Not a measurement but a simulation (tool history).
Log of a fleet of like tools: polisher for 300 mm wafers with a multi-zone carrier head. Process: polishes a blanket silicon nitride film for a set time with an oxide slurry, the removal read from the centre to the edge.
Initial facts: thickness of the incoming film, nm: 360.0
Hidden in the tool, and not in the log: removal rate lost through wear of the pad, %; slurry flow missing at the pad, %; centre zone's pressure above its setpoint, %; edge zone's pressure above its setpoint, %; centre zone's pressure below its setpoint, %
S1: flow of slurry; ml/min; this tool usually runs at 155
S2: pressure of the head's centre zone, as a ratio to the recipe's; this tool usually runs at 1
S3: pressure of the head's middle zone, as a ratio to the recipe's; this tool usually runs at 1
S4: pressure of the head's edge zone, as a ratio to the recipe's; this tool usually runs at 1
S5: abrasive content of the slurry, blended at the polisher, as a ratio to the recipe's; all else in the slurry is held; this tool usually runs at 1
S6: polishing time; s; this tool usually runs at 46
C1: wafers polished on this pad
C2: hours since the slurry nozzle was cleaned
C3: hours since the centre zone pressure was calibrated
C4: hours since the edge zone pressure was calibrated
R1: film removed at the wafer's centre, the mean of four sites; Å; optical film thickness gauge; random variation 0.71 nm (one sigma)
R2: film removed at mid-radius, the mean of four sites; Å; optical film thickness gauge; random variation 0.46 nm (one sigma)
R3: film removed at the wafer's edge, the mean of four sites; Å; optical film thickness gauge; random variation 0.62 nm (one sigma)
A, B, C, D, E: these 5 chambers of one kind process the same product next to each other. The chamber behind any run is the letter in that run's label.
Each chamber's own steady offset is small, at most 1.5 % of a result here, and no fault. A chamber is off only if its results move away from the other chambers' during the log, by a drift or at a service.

run,hour,S1,S2,S3,S4,S5,S6,C1,C2,C3,C4,R1,R2,R3
1B,6.8,155,1,1,1,1,46,472,238.5,544,1192.8,477.27,479.9,481.15
2C,15.5,155,1,1,1,1,46,1246,192.8,440.1,140.6,475.37,479.74,478.66
3A,20.1,155,1,1,1,1,46,1086,381,1514.2,1230.3,482.2,474.46,474.91
# hour 23.8: chamber A: worn pad replaced by a new one
4E,25.7,155,1,1,1,1,46,522,650.5,256.2,739.6,483.32,479.04,479.83
5D,33,155,1,1,1,1,46,717,392.4,828.9,368.3,477.38,478.95,486.96
# hour 35.7: chamber C: slurry nozzle cleaned
6B,37.3,155,1,1,1,1,46,777,269,574.5,1223.3,482.53,483.32,482.11
7D,41.8,155,1.1,1,1,1.15,46,806,401.2,837.7,377.1,563.28,520.29,515.04
# hour 45.9: chamber C: worn pad replaced by a new one
8C,47.3,155,1.1,1,1,1.15,46,14,11.7,471.9,172.4,556.86,513.27,519.41
9E,56.2,155,1.1,1,1,1.15,46,828,681,286.7,770.1,551.48,501.36,502.66
# hour 60.7: chamber B: edge zone pressure recalibrated
# hour 62.1: chamber E: edge zone pressure recalibrated
10A,63.7,155,1.1,1,1,1.15,46,400,424.6,1557.8,1273.9,570.08,509.32,512.37
# hour 64.5: chamber E: worn pad replaced by a new one
11B,70.7,155,1.1,1,1,1.15,46,1113,302.4,607.9,10.1,579.24,507.33,506.7
# hour 77.8: chamber B: worn pad replaced by a new one
12E,79.2,155,1,1,1,1,46,147,704,309.7,17.1,492,481.38,482.02
13C,83.9,155,1,1,1,0.85,41,381,48.3,508.5,209,393.38,402.93,400.51
14A,90.8,155,1,1,1,0.85,41,672,451.7,1584.9,1301,403.26,405.23,396.22
15D,94.8,155,1,1,1,0.85,41,1337,454.2,890.7,430.1,399.66,395.72,404.26
# hour 96.2: chamber D: worn pad replaced by a new one
16D,103.5,155,1,1,1,0.85,41,73,462.9,899.4,438.8,400.16,401.03,392.91
17B,107.9,155,1,1,1,0.85,41,302,339.6,645.1,47.3,389.23,395.35,401.85
18C,112.2,155,1,1,1,1,46,665,76.6,536.8,237.3,482.43,488.9,486.64
# hour 113.2: chamber B: centre zone pressure recalibrated
# hour 115.1: chamber A: edge zone pressure recalibrated
19A,120.5,155,1,1,1,1,46,970,481.4,1614.6,5.5,474.77,480.28,481.52
20E,128.5,155,1,1,1,1,46,642,753.3,359,66.4,477.1,470.62,481.61
# hour 130.1: chamber A: centre zone pressure recalibrated
21B,135.7,155,1,1,1,1,46,581,367.4,22.5,75.1,438.25,481.24,472.02
22E,141.4,155,1,1,1,1,46,771,766.2,371.9,79.3,478.73,464.02,478.28
# hour 149: chamber A: worn pad replaced by a new one
23A,150.5,155,1,1,1,1,46,15,511.4,20.5,35.5,502.51,477.41,490.39
24C,156,155,1,1,0.93,1,46,1104,120.4,580.6,281.1,478.69,482.41,460
25D,163.6,155,1,1,0.93,1,46,676,523,959.5,498.9,485.79,483.42,458.15
26A,169.1,155,1,1,0.93,1,46,201,530,39.1,54.1,477.47,485.24,460.1
# hour 171.3: chamber E: worn pad replaced by a new one
27C,174.2,155,1,1,0.93,1,46,1287,138.6,598.8,299.3,478.66,482.32,454.36
# hour 176.2: chamber E: slurry nozzle cleaned
28E,178.5,155,1,1,0.93,1,46,72,2.3,409,116.4,484.56,481.23,465.66
# hour 181.9: chamber D: edge zone pressure recalibrated
29D,185.1,155,1,1,1,1,46,892,544.5,981,3.3,484.58,482.88,480.45
30B,193.8,155,1,1,1,1,46,1164,425.5,80.6,133.2,437.83,477.49,479.92
# hour 196.3: chamber B: worn pad replaced by a new one
31A,202.5,155,1,1,1,1,46,536,563.4,72.5,87.5,477.07,488.1,477.64
# hour 207.6: chamber C: worn pad replaced by a new one
32B,211.4,155,1,1,1,1,46,151,443.1,98.2,150.8,432.1,475.28,480.77
33E,219.1,155,1,1,1,1,46,479,42.9,449.6,157,471.99,471,472.83
34D,226.2,155,1,1,1,1,46,1304,585.6,1022.1,44.4,489.54,494.74,483.19
# hour 227.1: chamber A: slurry nozzle cleaned
# hour 229.2: chamber D: worn pad replaced by a new one
35C,234.1,155,1,1,1,1,46,266,198.5,658.7,359.2,475.83,485.96,474.95
36B,239.1,155,1,1,1,1,46,429,470.8,125.9,178.5,446.23,479.2,485.98
37E,244,155,1,1,1,1,46,729,67.8,474.5,181.9,475.47,476.56,471.19
# hour 248.8: chamber A: worn pad replaced by a new one
38A,252.3,155,1,1,1,1,46,35,25.2,122.3,137.3,480.84,480.26,481.95
# hour 256.9: chamber C: slurry nozzle cleaned
39C,260.3,155,1,1,1,1,46,529,3.5,684.9,385.4,475.65,497.09,489.45
40D,268.3,155,1,1,1,1,46,392,627.7,1064.2,86.5,490.88,495.06,467.11

What goes on in this fleet: one chamber off, a drifting gauge, or nothing beyond the chambers' own small offsets? Name the chamber and the cause, if any.

The work done on chamber B during a service left it standing apart from the others.
Likeliest cause: centre zone's pressure below its setpoint, % = 8.53.

Chamber B could run next with any of the 4 candidate recipes listed below; each alters the usual settings, and their results appear as question marks. Which one brings its results back in line with what the other chambers deliver on the usual settings?
Maximum distance from the other chambers' mean on the usual settings for a result to count as in line: R1 25 Å; R2 16 Å; R3 22 Å
41B-1,274.9,150,0.93,1.01,1.03,1,46,,,,,?,?,?
41B-2,274.9,145,0.85,1.02,1.05,1,46,,,,,?,?,?
41B-3,274.9,165,1.15,0.98,0.95,1,46,,,,,?,?,?
41B-4,274.9,160,1.07,0.99,0.97,1,46,,,,,?,?,?

Other chambers, usual settings, mean: R1 479 Å; R2 480.25 Å; R3 478.28 Å
run,R1,R2,R3
41B-1,398.77,481.73,487.15
41B-2,357.56,483.17,489.75
41B-3,514.68,476.14,473.31
41B-4,472.5,478.23,476.42
41B-4 puts the chamber back in line with the other chambers.
